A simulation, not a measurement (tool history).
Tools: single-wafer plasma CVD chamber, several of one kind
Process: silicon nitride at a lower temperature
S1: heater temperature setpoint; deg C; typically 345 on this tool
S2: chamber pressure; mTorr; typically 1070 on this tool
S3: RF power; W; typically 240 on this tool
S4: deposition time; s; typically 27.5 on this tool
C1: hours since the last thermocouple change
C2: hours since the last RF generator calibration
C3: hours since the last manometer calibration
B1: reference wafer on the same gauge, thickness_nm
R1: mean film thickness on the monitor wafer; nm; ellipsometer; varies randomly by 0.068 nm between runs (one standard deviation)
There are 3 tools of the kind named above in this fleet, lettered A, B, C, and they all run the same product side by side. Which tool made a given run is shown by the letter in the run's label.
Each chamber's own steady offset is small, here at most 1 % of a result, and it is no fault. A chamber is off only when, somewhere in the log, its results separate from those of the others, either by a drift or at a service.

run	hour	S1	S2	S3	S4	C1	C2	C3	B1	R1
1C	16.2	345	1070	240	27.5	552.6	1590.5	406.8	21.699	24.412
2B	23.2	345	1070	240	27.5	1242.0	476.6	701.0	21.697	24.662
3A	36.9	345	1070	240	27.5	1071.9	1285.1	1605.9	21.705	24.786
4B	44.8	345	1070	240	27.5	1263.6	498.2	722.6	21.699	24.730
5A	52.4	331	1070	240	25.9	1087.4	1300.6	1621.4	21.688	23.555
6C	68.3	331	1070	240	25.9	604.7	1642.6	458.9	21.705	23.202
7C	79.0	331	1070	240	25.9	615.4	1653.3	469.6	21.701	23.202
8B	90.1	345	1070	240	27.5	1308.9	543.5	767.9	21.705	24.540
9A	102.9	345	1070	240	27.5	1137.9	1351.1	1671.9	21.710	24.680
10B	118.4	345	1070	240	27.5	1337.2	571.8	796.2	21.708	24.416
11A	127.7	345	1170	255	27.5	1162.7	1375.9	1696.7	21.718	26.557
12C	140.0	345	1170	255	27.5	676.4	1714.3	530.6	21.689	26.379
13B	155.5	345	1170	255	27.5	1374.3	608.9	833.3	21.699	26.274
14A	171.7	345	1070	240	27.5	1206.7	1419.9	1740.7	21.716	24.807
15C	186.9	345	1070	240	27.5	723.3	1761.2	577.5	21.690	24.568
16A	199.3	345	1070	240	27.5	1234.3	1447.5	1768.3	21.704	24.818
# hour 209.3: chamber C: RF generator calibrated
17C	211.0	345	1070	240	27.5	747.4	1.8	601.6	21.705	24.546
18B	225.6	345	1070	240	27.5	1444.4	679.0	903.4	21.699	24.148
19C	233.2	345	1070	240	27.5	769.6	24.0	623.8	21.706	24.571
20B	243.7	345	1070	240	27.5	1462.5	697.1	921.5	21.710	24.080
21A	252.8	345	1070	240	27.5	1287.8	1501.0	1821.8	21.706	24.689
22B	260.5	345	1070	240	27.5	1479.3	713.9	938.3	21.706	23.956
23C	272.5	345	1070	240	27.5	808.9	63.3	663.1	21.694	24.375
24A	281.6	345	1070	240	27.5	1316.6	1529.8	1850.6	21.701	24.682

All chambers now run identical settings, listed one chamber a line with results as question marks. What results will each chamber show?
25A	293.2	345	1070	240	27.5					?
25B	293.2	345	1070	240	27.5					?
25C	293.2	345	1070	240	27.5					?

run	R1
25A	24.732
25B	23.880
25C	24.579
